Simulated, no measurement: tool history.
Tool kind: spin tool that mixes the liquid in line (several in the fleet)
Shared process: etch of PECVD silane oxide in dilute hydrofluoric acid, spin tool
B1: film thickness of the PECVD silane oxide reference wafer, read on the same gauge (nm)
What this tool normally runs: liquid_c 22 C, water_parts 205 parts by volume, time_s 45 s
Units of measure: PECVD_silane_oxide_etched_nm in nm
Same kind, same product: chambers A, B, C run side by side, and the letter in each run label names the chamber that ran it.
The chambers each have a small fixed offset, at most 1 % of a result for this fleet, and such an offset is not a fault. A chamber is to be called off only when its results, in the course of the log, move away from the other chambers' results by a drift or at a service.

Run 1C, hour 12.3: usual settings; B1 120.03. Result: PECVD_silane_oxide_etched_nm 9.2328 nm.
Run 2A, hour 20.1: usual settings; B1 120. Result: PECVD_silane_oxide_etched_nm 9.1526 nm.
Run 3B, hour 25.7: usual settings; B1 120.03. Result: PECVD_silane_oxide_etched_nm 9.1076 nm.
Run 4B, hour 37.3: usual settings; B1 120. Result: PECVD_silane_oxide_etched_nm 8.9968 nm.
Run 5C, hour 47.3: usual settings; B1 120. Result: PECVD_silane_oxide_etched_nm 9.1319 nm.
Run 6A, hour 56.6: usual settings; B1 120.01. Result: PECVD_silane_oxide_etched_nm 9.218 nm.
At hour 63.4: chamber A: thermometer replaced.
Run 7A, hour 68.1: usual settings; B1 119.98. Result: PECVD_silane_oxide_etched_nm 9.0939 nm.
Run 8B, hour 75.9: usual settings; B1 119.99. Result: PECVD_silane_oxide_etched_nm 9.1735 nm.
Run 9C, hour 87.7: usual settings but liquid_c 23.5 C, water_parts 135 parts by volume; B1 119.95. Result: PECVD_silane_oxide_etched_nm 15.833 nm.
Run 10A, hour 97.9: usual settings but liquid_c 23.5 C, water_parts 135 parts by volume; B1 120.01. Result: PECVD_silane_oxide_etched_nm 15.883 nm.
Run 11B, hour 109.4: usual settings but liquid_c 23.5 C, water_parts 135 parts by volume; B1 119.98. Result: PECVD_silane_oxide_etched_nm 15.454 nm.
Run 12C, hour 115: usual settings; B1 119.99. Result: PECVD_silane_oxide_etched_nm 9.0815 nm.
Run 13A, hour 124.8: usual settings but time_s 35 s; B1 120.01. Result: PECVD_silane_oxide_etched_nm 7.0222 nm.
Run 14C, hour 131.6: usual settings but time_s 35 s; B1 119.97. Result: PECVD_silane_oxide_etched_nm 6.9796 nm.
Run 15B, hour 140.8: usual settings but time_s 35 s; B1 120.04. Result: PECVD_silane_oxide_etched_nm 6.7699 nm.
Run 16B, hour 149.1: usual settings; B1 120.04. Result: PECVD_silane_oxide_etched_nm 8.7097 nm.
Run 17C, hour 157.1: usual settings; B1 120.02. Result: PECVD_silane_oxide_etched_nm 9.1977 nm.
Run 18A, hour 167.8: usual settings; B1 119.98. Result: PECVD_silane_oxide_etched_nm 9.0361 nm.
Run 19C, hour 175.8: usual settings; B1 120.01. Result: PECVD_silane_oxide_etched_nm 9.1317 nm.
Run 20A, hour 186.5: usual settings; B1 119.97. Result: PECVD_silane_oxide_etched_nm 9.0266 nm.
At hour 190.1: chamber C: hydrofluoric acid flow meter replaced.
Run 21B, hour 199: usual settings; B1 120.01. Result: PECVD_silane_oxide_etched_nm 8.3964 nm.
Run 22A, hour 206.7: usual settings; B1 119.99. Result: PECVD_silane_oxide_etched_nm 9.1189 nm.
Run 23B, hour 218.2: usual settings; B1 120.06. Result: PECVD_silane_oxide_etched_nm 8.2438 nm.
Run 24C, hour 224.3: usual settings but time_s 30 s; B1 119.99. Result: PECVD_silane_oxide_etched_nm 6.042 nm.

Has any chamber moved away from the others, gradually or after a service, or does the common gauge drift, or do the chambers differ only by their own small steady offsets? State the chamber and the most likely cause if one applies.

Chamber B drifts away from the others.
Most likely cause: hydrofluoric acid flow below the setpoint (%) = 7.66.
From this log alone, it may not be told apart from: liquid colder than its thermometer reads (K).

Which of the 4 candidates below, each the usual settings with something changed and its results left as question marks, puts chamber B back in line with what the other chambers give on the usual settings?
To be in line, a result may differ from the other chambers' mean on the usual settings by at most: PECVD_silane_oxide_etched_nm 0.22 nm
Run 25B-1, hour 233.4: usual settings but liquid_c 19.5 C. Result: PECVD_silane_oxide_etched_nm ?.
Run 25B-2, hour 233.4: usual settings but water_parts 195 parts by volume, time_s 50 s. Result: PECVD_silane_oxide_etched_nm ?.
Run 25B-3, hour 233.4: usual settings but liquid_c 21.5 C, water_parts 230 parts by volume. Result: PECVD_silane_oxide_etched_nm ?.
Run 25B-4, hour 233.4: usual settings but water_parts 190 parts by volume. Result: PECVD_silane_oxide_etched_nm ?.

Usual-settings mean across the other chambers: PECVD_silane_oxide_etched_nm 9.102 nm
  run  PECVD_silane_oxide_etched_nm
25B-1                        7.4768
25B-2                        9.7121
25B-3                        7.0125
25B-4                        9.0181
It is 25B-4 that realigns the chamber with its peers.
